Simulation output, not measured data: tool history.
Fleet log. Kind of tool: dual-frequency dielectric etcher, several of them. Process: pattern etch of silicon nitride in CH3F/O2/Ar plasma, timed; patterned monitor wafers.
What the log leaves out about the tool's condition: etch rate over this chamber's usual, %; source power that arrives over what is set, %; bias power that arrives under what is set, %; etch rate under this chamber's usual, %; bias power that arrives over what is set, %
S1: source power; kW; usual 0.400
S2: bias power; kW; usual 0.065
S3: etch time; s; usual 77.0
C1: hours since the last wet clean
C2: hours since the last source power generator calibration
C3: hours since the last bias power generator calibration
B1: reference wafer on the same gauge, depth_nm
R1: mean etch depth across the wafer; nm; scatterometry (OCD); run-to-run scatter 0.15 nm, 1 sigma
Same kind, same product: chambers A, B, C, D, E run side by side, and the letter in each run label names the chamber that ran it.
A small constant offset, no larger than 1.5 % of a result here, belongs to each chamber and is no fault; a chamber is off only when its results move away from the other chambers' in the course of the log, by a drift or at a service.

| run | hour | S1 | S2 | S3 | C1 | C2 | C3 | B1 | R1 |
|---|---|---|---|---|---|---|---|---|---|
| 1B | 5.0 | 0.400 | 0.065 | 77.0 | 211.6 | 4638.1 | 2796.5 | 41.988 | 51.717 |
| 2A | 10.0 | 0.400 | 0.065 | 77.0 | 123.3 | 1385.7 | 360.6 | 41.964 | 52.917 |
| 3D | 15.0 | 0.400 | 0.065 | 77.0 | 222.2 | 1959.4 | 933.9 | 42.021 | 51.683 |
| 4E | 18.8 | 0.400 | 0.065 | 77.0 | 289.1 | 877.4 | 4434.3 | 42.005 | 52.086 |
| 5C | 23.1 | 0.400 | 0.065 | 77.0 | 182.3 | 2780.0 | 1227.7 | 42.009 | 52.387 |
| 6E | 29.2 | 0.400 | 0.065 | 77.0 | 299.5 | 887.8 | 4444.7 | 41.990 | 52.292 |
| 7D | 34.7 | 0.400 | 0.065 | 77.0 | 241.9 | 1979.1 | 953.6 | 41.972 | 51.693 |
| 8A | 39.3 | 0.320 | 0.065 | 60.5 | 152.6 | 1415.0 | 389.9 | 41.966 | 38.145 |
| 9C | 43.3 | 0.320 | 0.065 | 60.5 | 202.5 | 2800.2 | 1247.9 | 41.978 | 37.835 |
| 10B | 46.6 | 0.320 | 0.065 | 60.5 | 253.2 | 4679.7 | 2838.1 | 42.012 | 37.159 |
|  | 48.0 | chamber E: bias power generator calibrated |
| 11E | 51.7 | 0.320 | 0.065 | 60.5 | 322.0 | 910.3 | 3.7 | 42.014 | 37.637 |
| 12D | 55.9 | 0.320 | 0.065 | 60.5 | 263.1 | 2000.3 | 974.8 | 42.027 | 37.576 |
| 13B | 59.9 | 0.310 | 0.070 | 77.0 | 266.5 | 4693.0 | 2851.4 | 41.982 | 47.759 |
| 14A | 63.0 | 0.310 | 0.070 | 77.0 | 176.3 | 1438.7 | 413.6 | 41.975 | 49.226 |
| 15C | 67.9 | 0.310 | 0.070 | 77.0 | 227.1 | 2824.8 | 1272.5 | 41.997 | 49.045 |
| 16B | 73.7 | 0.310 | 0.070 | 77.0 | 280.3 | 4706.8 | 2865.2 | 41.999 | 47.932 |
| 17E | 78.7 | 0.310 | 0.070 | 77.0 | 349.0 | 937.3 | 30.7 | 42.004 | 48.735 |
| 18A | 84.6 | 0.500 | 0.065 | 96.5 | 197.9 | 1460.3 | 435.2 | 41.976 | 72.181 |
| 19C | 88.6 | 0.500 | 0.065 | 96.5 | 247.8 | 2845.5 | 1293.2 | 42.001 | 71.885 |
| 20D | 92.2 | 0.500 | 0.065 | 96.5 | 299.4 | 2036.6 | 1011.1 | 42.004 | 70.838 |
| 21B | 95.6 | 0.500 | 0.065 | 96.5 | 302.2 | 4728.7 | 2887.1 | 42.008 | 69.977 |
| 22A | 101.7 | 0.500 | 0.065 | 96.5 | 215.0 | 1477.4 | 452.3 | 42.030 | 71.772 |
| 23D | 105.0 | 0.400 | 0.065 | 77.0 | 312.2 | 2049.4 | 1023.9 | 41.993 | 51.606 |
| 24E | 109.9 | 0.400 | 0.065 | 77.0 | 380.2 | 968.5 | 61.9 | 41.999 | 52.089 |
| 25C | 116.2 | 0.400 | 0.072 | 77.0 | 275.4 | 2873.1 | 1320.8 | 42.010 | 55.638 |
| 26D | 121.4 | 0.400 | 0.072 | 77.0 | 328.6 | 2065.8 | 1040.3 | 42.000 | 53.796 |
| 27A | 126.4 | 0.400 | 0.072 | 77.0 | 239.7 | 1502.1 | 477.0 | 42.021 | 54.721 |
| 28C | 132.2 | 0.400 | 0.072 | 77.0 | 291.4 | 2889.1 | 1336.8 | 42.007 | 56.002 |
| 29E | 138.2 | 0.400 | 0.072 | 77.0 | 408.5 | 996.8 | 90.2 | 41.992 | 53.869 |
| 30B | 143.8 | 0.400 | 0.065 | 77.0 | 350.4 | 4776.9 | 2935.3 | 42.008 | 51.415 |

What goes on in this fleet: one chamber off, a drifting gauge, or nothing beyond the chambers' own small offsets? Name the chamber and the cause, if any.

It is chamber C that slowly wanders off from its peers.
Most likely cause: etch rate over this chamber's usual, % = 3.82.

Here are 4 candidates for chamber C's next run, each the usual settings with a change, their results left as question marks. Which one brings its results back in line with what the others give on the usual settings?
In-line tolerance around the mean of the other chambers on the usual settings: R1 0.510 nm
| 31C-1 | 148.4 | 0.400 | 0.057 | 77.0 |  |  |  |  | ? |
| 31C-2 | 148.4 | 0.400 | 0.065 | 80.0 |  |  |  |  | ? |
| 31C-3 | 148.4 | 0.410 | 0.065 | 83.0 |  |  |  |  | ? |
| 31C-4 | 148.4 | 0.390 | 0.064 | 71.5 |  |  |  |  | ? |

On the usual settings, the other chambers give on average: R1 52.052 nm
| run | R1 |
|---|---|
| 31C-1 | 52.037 |
| 31C-2 | 56.476 |
| 31C-3 | 59.142 |
| 31C-4 | 49.734 |
31C-1 is the one that brings the chamber's results back in line with the other chambers.
